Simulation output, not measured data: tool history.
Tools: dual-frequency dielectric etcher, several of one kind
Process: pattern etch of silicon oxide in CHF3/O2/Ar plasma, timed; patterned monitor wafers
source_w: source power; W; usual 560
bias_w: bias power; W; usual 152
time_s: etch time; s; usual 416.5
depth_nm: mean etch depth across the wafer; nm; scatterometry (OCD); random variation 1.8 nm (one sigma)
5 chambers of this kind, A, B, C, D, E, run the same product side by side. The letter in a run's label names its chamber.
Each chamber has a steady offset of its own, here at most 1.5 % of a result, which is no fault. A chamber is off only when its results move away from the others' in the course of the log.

run    day  source_w  bias_w  time_s  hours since the last wet clean  hours since the last source power generator calibration  hours since the last bias power generator calibration  read-back reference wafer on the same gauge, depth_nm  depth_nm
 1B  0.300       560     152   416.5                           451.0                                                    145.6                                                 4221.5                                                 720.29    756.58
 2E  0.592       560     152   416.5                           197.1                                                    436.0                                                 1705.8                                                 719.73    753.83
 3C  0.900       560     152   416.5                           367.2                                                   2247.2                                                 2275.9                                                 720.22    759.23
 4D  1.171       560     152   416.5                            65.3                                                   2077.1                                                  617.5                                                 720.29    763.56
 5A  1.542       560     152   416.5                           192.7                                                    275.7                                                 1179.5                                                 720.36    768.30
 6E  1.850       630     170   416.5                           227.3                                                    466.2                                                 1736.0                                                 720.28    820.63
 7B  2.138       630     170   416.5                           495.1                                                    189.7                                                 4265.6                                                 720.09    822.22
 8D  2.475       630     170   416.5                            96.6                                                   2108.4                                                  648.8                                                 720.05    831.65
 9A  2.825       630     170   416.5                           223.5                                                    306.5                                                 1210.3                                                 720.19    834.64
10C  3.188       630     170   416.5                           422.1                                                   2302.1                                                 2330.8                                                 720.04    820.90
11B  3.408       560     152   416.5                           525.6                                                    220.2                                                 4296.1                                                 720.13    752.02
     3.717  -- chamber B: wet clean of the chamber
12E  3.738       560     152   416.5                           272.6                                                    511.5                                                 1781.3                                                 719.84    753.20
13D  3.975       560     152   416.5                           132.6                                                   2144.4                                                  684.8                                                 720.08    764.19
     4.138  -- chamber C: wet clean of the chamber
14C  4.250       560     152   416.5                             2.8                                                   2327.6                                                 2356.3                                                 720.06    756.02
15A  4.500       560     117   416.5                           263.7                                                    346.7                                                 1250.5                                                 719.77    703.86
16C  4.675       560     117   416.5                            13.0                                                   2337.8                                                 2366.5                                                 720.14    698.42
17D  4.892       560     117   416.5                           154.6                                                   2166.4                                                  706.8                                                 719.70    704.47
18B  5.217       560     117   416.5                            36.0                                                    263.6                                                 4339.5                                                 719.58    711.59
19A  5.517       560     117   416.5                           288.1                                                    371.1                                                 1274.9                                                 719.35    706.75
20E  5.704       560     152   416.5                           319.8                                                    558.7                                                 1828.5                                                 719.99    758.29
21D  5.904       560     152   416.5                           178.9                                                   2190.7                                                  731.1                                                 720.00    764.38
22A  6.088       560     152   341.5                           301.8                                                    384.8                                                 1288.6                                                 719.90    631.60
23E  6.342       560     152   341.5                           335.1                                                    574.0                                                 1843.8                                                 719.86    618.61
     6.408  -- chamber B: bias power generator calibrated
24B  6.671       560     152   341.5                            70.9                                                    298.5                                                    6.3                                                 719.93    636.57
25C  7.025       560     152   341.5                            69.4                                                   2394.2                                                 2422.9                                                 719.94    623.22
26D  7.212       560     152   341.5                           210.3                                                   2222.1                                                  762.5                                                 719.88    626.88
27B  7.408       560     152   416.5                            88.6                                                    316.2                                                   24.0                                                 720.09    777.46
28C  7.733       560     152   416.5                            86.4                                                   2411.2                                                 2439.9                                                 720.23    758.10
29A  7.921       560     152   416.5                           345.8                                                    428.8                                                 1332.6                                                 720.39    769.15
30E  8.088       560     152   416.5                           377.0                                                    615.9                                                 1885.7                                                 719.71    755.48
31D  8.371       560     152   416.5                           238.1                                                   2249.9                                                  790.3                                                 719.80    764.63
32A  8.662       560     152   416.5                           363.6                                                    446.6                                                 1350.4                                                 720.19    768.24
33B  8.992       560     117   416.5                           126.6                                                    354.2                                                   62.0                                                 720.25    714.38

Is one chamber off against the others, does the gauge drift, or is nothing wrong? If a chamber is off, say which, and what the likeliest cause is.

A service left chamber B off against the others.
Cause: etch rate over this chamber's usual, % = 2.4.

Here are 4 candidates for chamber B's next run, each the usual settings with a change, their results left as question marks. Which one brings its results back in line with what the others give on the usual settings?
In line means no further than this from the other chambers' mean on the usual settings: depth_nm 6.30 nm
34B-1  9.258       590     159   416.5                                                                                                                                                                                                                ?
34B-2  9.258       560     151   410.0                                                                                                                                                                                                                ?
34B-3  9.258       560     153   423.0                                                                                                                                                                                                                ?
34B-4  9.258       560     152   403.5                                                                                                                                                                                                                ?

The other chambers' mean on the usual settings: depth_nm 761.59 nm
  run  depth_nm
34B-1    803.20
34B-2    761.84
34B-3    789.35
34B-4    751.37
34B-2 brings the chamber back in line.

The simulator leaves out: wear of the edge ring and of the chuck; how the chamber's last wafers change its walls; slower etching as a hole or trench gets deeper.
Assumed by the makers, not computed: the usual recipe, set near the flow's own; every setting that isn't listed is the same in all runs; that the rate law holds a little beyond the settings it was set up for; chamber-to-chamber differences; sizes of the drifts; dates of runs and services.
